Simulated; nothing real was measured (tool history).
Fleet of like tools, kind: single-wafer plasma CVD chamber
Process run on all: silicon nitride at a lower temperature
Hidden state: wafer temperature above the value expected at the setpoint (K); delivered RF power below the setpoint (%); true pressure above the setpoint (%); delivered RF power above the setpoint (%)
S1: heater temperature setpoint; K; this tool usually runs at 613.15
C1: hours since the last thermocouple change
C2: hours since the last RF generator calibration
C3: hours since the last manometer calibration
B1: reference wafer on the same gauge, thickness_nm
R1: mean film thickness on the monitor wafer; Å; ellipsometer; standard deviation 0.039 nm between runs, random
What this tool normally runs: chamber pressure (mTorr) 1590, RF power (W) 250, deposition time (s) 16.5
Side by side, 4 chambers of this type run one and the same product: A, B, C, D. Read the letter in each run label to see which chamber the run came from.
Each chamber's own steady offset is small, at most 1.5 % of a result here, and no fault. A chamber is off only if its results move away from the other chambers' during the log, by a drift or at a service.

Run 1D, hour 9.9: usual settings; C1 1443.0; C2 962.2; C3 911.2; B1 16.500. Result: R1 170.92 Å.
Run 2B, hour 17.7: usual settings; C1 229.2; C2 631.6; C3 1701.2; B1 16.508. Result: R1 173.52 Å.
Run 3A, hour 26.8: usual settings; C1 282.3; C2 426.5; C3 1601.2; B1 16.499. Result: R1 171.04 Å.
Run 4C, hour 40.9: usual settings; C1 835.9; C2 1687.5; C3 1093.8; B1 16.497. Result: R1 170.85 Å.
Run 5A, hour 49.8: usual settings; C1 305.3; C2 449.5; C3 1624.2; B1 16.508. Result: R1 171.38 Å.
Run 6C, hour 61.0: usual settings; C1 856.0; C2 1707.6; C3 1113.9; B1 16.505. Result: R1 170.16 Å.
Run 7D, hour 71.0: usual settings; C1 1504.1; C2 1023.3; C3 972.3; B1 16.496. Result: R1 171.26 Å.
Run 8B, hour 83.4: usual settings; C1 294.9; C2 697.3; C3 1766.9; B1 16.495. Result: R1 173.17 Å.
Run 9C, hour 97.2: usual settings; C1 892.2; C2 1743.8; C3 1150.1; B1 16.499. Result: R1 169.98 Å.
Run 10A, hour 106.5: usual settings but chamber pressure (mTorr) 1850; C1 362.0; C2 506.2; C3 1680.9; B1 16.505. Result: R1 177.59 Å.
Run 11B, hour 118.1: usual settings but chamber pressure (mTorr) 1850; C1 329.6; C2 732.0; C3 1801.6; B1 16.498. Result: R1 180.71 Å.
Run 12D, hour 124.5: usual settings but chamber pressure (mTorr) 1850; C1 1557.6; C2 1076.8; C3 1025.8; B1 16.493. Result: R1 177.94 Å.
Run 13D, hour 137.9: usual settings but chamber pressure (mTorr) 1850; C1 1571.0; C2 1090.2; C3 1039.2; B1 16.506. Result: R1 178.37 Å.
Run 14B, hour 150.0: usual settings but RF power (W) 275, deposition time (s) 14.4; C1 361.5; C2 763.9; C3 1833.5; B1 16.501. Result: R1 161.78 Å.
Run 15A, hour 156.2: usual settings but RF power (W) 275, deposition time (s) 14.4; C1 411.7; C2 555.9; C3 1730.6; B1 16.506. Result: R1 159.14 Å.
Run 16C, hour 165.7: usual settings but RF power (W) 275, deposition time (s) 14.4; C1 960.7; C2 1812.3; C3 1218.6; B1 16.510. Result: R1 158.12 Å.
Run 17A, hour 171.8: usual settings but RF power (W) 275, deposition time (s) 14.4; C1 427.3; C2 571.5; C3 1746.2; B1 16.502. Result: R1 159.55 Å.
Run 18B, hour 183.1: usual settings; C1 394.6; C2 797.0; C3 1866.6; B1 16.493. Result: R1 173.46 Å.
Run 19D, hour 189.9: usual settings; C1 1623.0; C2 1142.2; C3 1091.2; B1 16.504. Result: R1 170.06 Å.
Run 20C, hour 197.4: usual settings; C1 992.4; C2 1844.0; C3 1250.3; B1 16.495. Result: R1 169.55 Å.
At hour 199.8: chamber D: capacitance manometer re-zeroed and calibrated.
At hour 206.6: chamber C: RF generator calibrated.
Run 21C, hour 209.4: usual settings; C1 1004.4; C2 2.9; C3 1262.3; B1 16.505. Result: R1 169.14 Å.
Run 22B, hour 220.0: usual settings; C1 431.5; C2 833.9; C3 1903.5; B1 16.495. Result: R1 173.49 Å.
Run 23A, hour 233.7: usual settings; C1 489.2; C2 633.4; C3 1808.1; B1 16.512. Result: R1 170.15 Å.
Run 24D, hour 242.3: usual settings; C1 1675.4; C2 1194.6; C3 42.5; B1 16.506. Result: R1 170.90 Å.
Run 25A, hour 251.5: usual settings; C1 507.0; C2 651.2; C3 1825.9; B1 16.501. Result: R1 171.06 Å.
Run 26D, hour 260.2: usual settings; C1 1693.3; C2 1212.5; C3 60.4; B1 16.501. Result: R1 170.51 Å.
At hour 267.4: chamber A: capacitance manometer re-zeroed and calibrated.
Run 27C, hour 271.3: usual settings; C1 1066.3; C2 64.8; C3 1324.2; B1 16.507. Result: R1 169.67 Å.
Run 28B, hour 283.3: usual settings; C1 494.8; C2 897.2; C3 1966.8; B1 16.502. Result: R1 173.44 Å.
Run 29D, hour 290.4: usual settings; C1 1723.5; C2 1242.7; C3 90.6; B1 16.502. Result: R1 170.54 Å.
Run 30A, hour 299.1: usual settings; C1 554.6; C2 698.8; C3 31.8; B1 16.491. Result: R1 170.64 Å.
Run 31C, hour 310.5: usual settings but chamber pressure (mTorr) 1780, RF power (W) 280; C1 1105.5; C2 104.0; C3 1363.4; B1 16.494. Result: R1 189.05 Å.
Run 32B, hour 317.7: usual settings but chamber pressure (mTorr) 1780, RF power (W) 280; C1 529.2; C2 931.6; C3 2001.2; B1 16.498. Result: R1 194.25 Å.
Run 33C, hour 327.3: usual settings but chamber pressure (mTorr) 1780, RF power (W) 280; C1 1122.3; C2 120.8; C3 1380.2; B1 16.498. Result: R1 189.62 Å.

One chamber off, gauge drift, or nothing amiss beyond the chambers' own small offsets? If it is a chamber, which one, and what is the likeliest cause?

Beyond each chamber's small constant offset nothing stands out, and the gauge stays steady.
